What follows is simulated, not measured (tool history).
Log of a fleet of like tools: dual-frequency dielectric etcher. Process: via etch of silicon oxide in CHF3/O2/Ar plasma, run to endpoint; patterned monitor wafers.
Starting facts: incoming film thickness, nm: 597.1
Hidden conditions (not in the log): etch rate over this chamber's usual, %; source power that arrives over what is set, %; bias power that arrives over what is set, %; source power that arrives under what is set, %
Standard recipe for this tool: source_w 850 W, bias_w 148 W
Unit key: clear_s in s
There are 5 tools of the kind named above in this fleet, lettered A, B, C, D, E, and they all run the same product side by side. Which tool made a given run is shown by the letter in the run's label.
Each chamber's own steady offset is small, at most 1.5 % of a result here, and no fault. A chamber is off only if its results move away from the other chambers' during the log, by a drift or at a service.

| run | hour | source_w | bias_w | hours since the last wet clean | hours since the last source power generator calibration | hours since the last bias power generator calibration | clear_s |
|---|---|---|---|---|---|---|---|
| 1E | 5.7 | 850 | 148 | 407.8 | 832.1 | 523.1 | 286.51 |
| 2A | 16.0 | 850 | 148 | 90.8 | 2559.3 | 3707.4 | 283.10 |
| 3B | 22.2 | 850 | 148 | 179.7 | 551.4 | 1826.9 | 281.11 |
| 4C | 31.9 | 850 | 148 | 104.7 | 985.0 | 1724.0 | 280.41 |
| 5D | 37.0 | 850 | 148 | 141.5 | 1913.5 | 1908.3 | 277.35 |
| 6A | 45.5 | 850 | 148 | 120.3 | 2588.8 | 3736.9 | 284.47 |
| 7E | 51.3 | 850 | 148 | 453.4 | 877.7 | 568.7 | 283.08 |
| 8D | 56.3 | 730 | 128 | 160.8 | 1932.8 | 1927.6 | 308.57 |
| 9C | 64.3 | 730 | 128 | 137.1 | 1017.4 | 1756.4 | 310.01 |
| 10B | 72.1 | 730 | 128 | 229.6 | 601.3 | 1876.8 | 312.00 |
| 11D | 82.9 | 730 | 128 | 187.4 | 1959.4 | 1954.2 | 310.72 |
| 12C | 92.6 | 730 | 128 | 165.4 | 1045.7 | 1784.7 | 312.13 |
| 13E | 98.3 | 850 | 148 | 500.4 | 924.7 | 615.7 | 285.14 |
| 14A | 105.3 | 720 | 148 | 180.1 | 2648.6 | 3796.7 | 305.39 |
| 15B | 110.3 | 720 | 148 | 267.8 | 639.5 | 1915.0 | 299.01 |
| 16D | 116.7 | 720 | 148 | 221.2 | 1993.2 | 1988.0 | 296.63 |
| 17E | 126.5 | 720 | 148 | 528.6 | 952.9 | 643.9 | 303.30 |
|  | 126.8 | chamber E: wet clean of the chamber |
| 18C | 132.6 | 720 | 148 | 205.4 | 1085.7 | 1824.7 | 298.90 |
| 19B | 143.6 | 850 | 148 | 301.1 | 672.8 | 1948.3 | 282.67 |
| 20A | 151.9 | 850 | 148 | 226.7 | 2695.2 | 3843.3 | 282.36 |
| 21B | 157.3 | 850 | 148 | 314.8 | 686.5 | 1962.0 | 281.14 |
| 22A | 163.1 | 850 | 148 | 237.9 | 2706.4 | 3854.5 | 282.47 |
| 23C | 169.3 | 850 | 148 | 242.1 | 1122.4 | 1861.4 | 276.71 |
| 24D | 176.4 | 850 | 148 | 280.9 | 2052.9 | 2047.7 | 278.54 |
| 25E | 184.3 | 770 | 160 | 57.5 | 1010.7 | 701.7 | 286.35 |
| 26B | 194.8 | 770 | 160 | 352.3 | 724.0 | 1999.5 | 283.68 |
| 27A | 202.5 | 770 | 160 | 277.3 | 2745.8 | 3893.9 | 289.13 |
| 28C | 208.4 | 770 | 160 | 281.2 | 1161.5 | 1900.5 | 282.37 |
| 29D | 218.5 | 770 | 160 | 323.0 | 2095.0 | 2089.8 | 279.91 |
| 30E | 226.1 | 850 | 148 | 99.3 | 1052.5 | 743.5 | 283.24 |
| 31D | 232.9 | 1040 | 131 | 337.4 | 2109.4 | 2104.2 | 266.16 |
| 32B | 241.7 | 1040 | 131 | 399.2 | 770.9 | 2046.4 | 267.49 |
| 33E | 248.1 | 1040 | 131 | 121.3 | 1074.5 | 765.5 | 275.22 |
| 34C | 258.7 | 1040 | 131 | 331.5 | 1211.8 | 1950.8 | 269.35 |
| 35A | 263.9 | 1040 | 131 | 338.7 | 2807.2 | 3955.3 | 272.55 |
| 36D | 270.3 | 850 | 148 | 374.8 | 2146.8 | 2141.6 | 277.62 |

Next, all 5 chambers run the settings below, one line each with question marks for the results. What does each chamber give?
| 37A | 278.4 | 950 | 148 |  |  |  | ? |
| 37B | 278.4 | 950 | 148 |  |  |  | ? |
| 37C | 278.4 | 950 | 148 |  |  |  | ? |
| 37D | 278.4 | 950 | 148 |  |  |  | ? |
| 37E | 278.4 | 950 | 148 |  |  |  | ? |

| run | clear_s |
|---|---|
| 37A | 267.96 |
| 37B | 267.54 |
| 37C | 267.26 |
| 37D | 266.40 |
| 37E | 272.47 |

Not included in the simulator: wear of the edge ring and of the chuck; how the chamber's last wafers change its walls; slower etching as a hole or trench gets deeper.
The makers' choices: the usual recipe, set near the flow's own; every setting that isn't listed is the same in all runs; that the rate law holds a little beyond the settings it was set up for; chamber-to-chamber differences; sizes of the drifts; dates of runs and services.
